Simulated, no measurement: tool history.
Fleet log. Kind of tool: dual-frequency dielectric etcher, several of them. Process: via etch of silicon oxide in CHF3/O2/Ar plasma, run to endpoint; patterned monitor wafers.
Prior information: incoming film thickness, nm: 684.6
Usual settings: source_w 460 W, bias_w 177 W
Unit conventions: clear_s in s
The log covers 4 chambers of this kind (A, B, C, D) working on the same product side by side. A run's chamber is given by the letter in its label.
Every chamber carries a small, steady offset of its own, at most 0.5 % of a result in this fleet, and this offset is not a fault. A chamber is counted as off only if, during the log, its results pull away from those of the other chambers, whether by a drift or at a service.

run	hour	source_w	bias_w	clear_s
1A	9.3	460	177	386.15
# hour 18.7: chamber A: source power generator calibrated
2B	21.7	460	177	387.18
3D	32.9	460	177	383.22
4C	40.4	460	177	383.82
5A	46.8	460	177	388.46
6C	58.4	460	177	385.20
7D	69.4	460	177	389.18
8B	77.8	460	177	382.96
# hour 84.2: chamber B: wet clean of the chamber
9C	91.9	460	177	384.13
10A	105.1	460	177	386.78
11B	114.8	460	177	384.61
12D	128.3	460	177	381.68
13A	134.6	380	219	381.82
14B	148.9	380	219	384.98
15C	161.9	380	219	384.24
16D	175.0	380	219	388.97
17A	182.9	460	177	393.45
18D	194.7	460	177	385.98
19C	201.9	370	177	424.47
# hour 208.8: chamber D: wet clean of the chamber
20B	212.7	370	177	417.73
21C	225.5	370	177	424.49
22B	232.6	370	177	420.30
23D	245.7	510	145	392.58
24A	256.3	510	145	397.55
25D	264.6	510	145	402.43
# hour 271.6: chamber C: source power generator calibrated
26C	272.1	510	145	395.12
27B	284.7	460	177	383.06
28A	293.2	460	177	384.23
29B	303.8	460	177	378.98
30C	313.9	460	177	380.14
31D	322.8	460	177	382.51
32A	334.3	520	200	355.33
33D	344.3	520	200	357.87
34A	353.9	520	200	350.12
35B	363.6	520	200	349.00

Has any chamber moved away from the others, gradually or after a service, or does the common gauge drift, or do the chambers differ only by their own small steady offsets? State the chamber and the most likely cause if one applies.

All chambers stay in line apart from their small fixed offsets, and the gauge does not drift.
